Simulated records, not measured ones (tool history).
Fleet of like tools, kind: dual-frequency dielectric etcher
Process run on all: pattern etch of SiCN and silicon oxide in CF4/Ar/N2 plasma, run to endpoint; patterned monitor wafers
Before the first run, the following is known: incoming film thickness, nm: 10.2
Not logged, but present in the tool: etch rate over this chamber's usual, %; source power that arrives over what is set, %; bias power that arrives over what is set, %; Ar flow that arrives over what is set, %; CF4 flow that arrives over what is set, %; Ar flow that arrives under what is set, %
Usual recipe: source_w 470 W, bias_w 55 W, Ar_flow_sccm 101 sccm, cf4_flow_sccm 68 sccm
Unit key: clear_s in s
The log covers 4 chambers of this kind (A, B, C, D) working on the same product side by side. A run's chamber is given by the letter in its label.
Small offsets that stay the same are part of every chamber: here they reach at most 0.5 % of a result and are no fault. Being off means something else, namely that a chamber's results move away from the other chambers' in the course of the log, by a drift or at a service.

| run | hour | source_w | bias_w | Ar_flow_sccm | cf4_flow_sccm | hours since the last wet clean | hours since the last source power generator calibration | hours since the last bias power generator calibration | hours since the last Ar flow controller change | hours since the last CF4 flow controller change | clear_s |
|---|---|---|---|---|---|---|---|---|---|---|---|
| 1C | 10.1 | 470 | 55 | 101 | 68 | 197.2 | 466.4 | 4034.3 | 687.6 | 3137.5 | 12.442 |
| 2B | 23 | 470 | 55 | 101 | 68 | 87 | 3867.9 | 1214.1 | 285.3 | 2094.2 | 12.592 |
| 3A | 31.7 | 470 | 55 | 101 | 68 | 219.6 | 1286.1 | 1739.5 | 946.9 | 3679.6 | 12.314 |
| 4D | 39.5 | 470 | 55 | 101 | 68 | 157.6 | 942.5 | 2162.7 | 411.3 | 3878.7 | 12.617 |
| 5D | 45.2 | 470 | 55 | 101 | 68 | 163.3 | 948.2 | 2168.4 | 417 | 3884.4 | 12.64 |
| 6C | 56.6 | 470 | 55 | 101 | 68 | 243.7 | 512.9 | 4080.8 | 734.1 | 3184 | 12.514 |
| 7A | 67.6 | 470 | 55 | 101 | 68 | 255.5 | 1322 | 1775.4 | 982.8 | 3715.5 | 12.41 |
| 8B | 74.7 | 470 | 66 | 101 | 68 | 138.7 | 3919.6 | 1265.8 | 337 | 2145.9 | 11.772 |
| 9B | 87.4 | 470 | 66 | 101 | 68 | 151.4 | 3932.3 | 1278.5 | 349.7 | 2158.6 | 11.741 |
| 10D | 94.5 | 470 | 66 | 101 | 68 | 212.6 | 997.5 | 2217.7 | 466.3 | 3933.7 | 11.843 |
| 11C | 105.3 | 470 | 66 | 101 | 68 | 292.4 | 561.6 | 4129.5 | 782.8 | 3232.7 | 11.708 |
| 12A | 114.8 | 470 | 55 | 101 | 68 | 302.7 | 1369.2 | 1822.6 | 1030 | 3762.7 | 12.367 |
| 13B | 122.2 | 470 | 55 | 101 | 68 | 186.2 | 3967.1 | 1313.3 | 384.5 | 2193.4 | 12.505 |
| 14A | 130.6 | 470 | 55 | 101 | 68 | 318.5 | 1385 | 1838.4 | 1045.8 | 3778.5 | 12.429 |
| 15D | 143.1 | 470 | 55 | 101 | 68 | 261.2 | 1046.1 | 2266.3 | 514.9 | 3982.3 | 12.53 |
|  | 150.6 | chamber B: source power generator calibrated |
| 16C | 155.3 | 470 | 55 | 101 | 68 | 342.4 | 611.6 | 4179.5 | 832.8 | 3282.7 | 12.411 |
| 17B | 165.1 | 470 | 55 | 101 | 68 | 229.1 | 14.6 | 1356.2 | 427.4 | 2236.3 | 12.535 |
| 18C | 175.3 | 470 | 66 | 124 | 68 | 362.4 | 631.6 | 4199.5 | 852.8 | 3302.7 | 12.003 |
| 19D | 181.3 | 470 | 66 | 124 | 68 | 299.4 | 1084.3 | 2304.5 | 553.1 | 4020.5 | 12.261 |
| 20A | 193.6 | 470 | 66 | 124 | 68 | 381.5 | 1448 | 1901.4 | 1108.8 | 3841.5 | 12.122 |
| 21C | 206 | 470 | 66 | 124 | 68 | 393.1 | 662.3 | 4230.2 | 883.5 | 3333.4 | 11.891 |
| 22D | 218.1 | 470 | 55 | 101 | 68 | 336.2 | 1121.1 | 2341.3 | 589.9 | 4057.3 | 12.569 |
| 23B | 224.8 | 470 | 55 | 101 | 68 | 288.8 | 74.3 | 1415.9 | 487.1 | 2296 | 12.593 |
| 24A | 235.7 | 470 | 55 | 101 | 57 | 423.6 | 1490.1 | 1943.5 | 1150.9 | 3883.6 | 12.865 |
| 25A | 248.7 | 470 | 55 | 101 | 57 | 436.6 | 1503.1 | 1956.5 | 1163.9 | 3896.6 | 12.793 |
| 26C | 258.8 | 470 | 55 | 101 | 57 | 445.9 | 715.1 | 4283 | 936.3 | 3386.2 | 12.512 |
| 27B | 271.4 | 470 | 55 | 101 | 57 | 335.4 | 120.9 | 1462.5 | 533.7 | 2342.6 | 12.979 |
| 28D | 278.6 | 470 | 55 | 101 | 68 | 396.7 | 1181.6 | 2401.8 | 650.4 | 4117.8 | 12.506 |
| 29B | 284.9 | 470 | 55 | 101 | 68 | 348.9 | 134.4 | 1476 | 547.2 | 2356.1 | 12.627 |
| 30D | 294.4 | 470 | 68 | 83 | 68 | 412.5 | 1197.4 | 2417.6 | 666.2 | 4133.6 | 11.418 |
| 31A | 306.7 | 470 | 68 | 83 | 68 | 494.6 | 1561.1 | 2014.5 | 1221.9 | 3954.6 | 11.263 |

For the next run the whole fleet of 4 chambers uses the same settings. Give each chamber's results:
| 32A | 316.2 | 470 | 55 | 109 | 68 |  |  |  |  |  | ? |
| 32B | 316.2 | 470 | 55 | 109 | 68 |  |  |  |  |  | ? |
| 32C | 316.2 | 470 | 55 | 109 | 68 |  |  |  |  |  | ? |
| 32D | 316.2 | 470 | 55 | 109 | 68 |  |  |  |  |  | ? |

| run | clear_s |
|---|---|
| 32A | 12.609 |
| 32B | 12.649 |
| 32C | 12.069 |
| 32D | 12.665 |
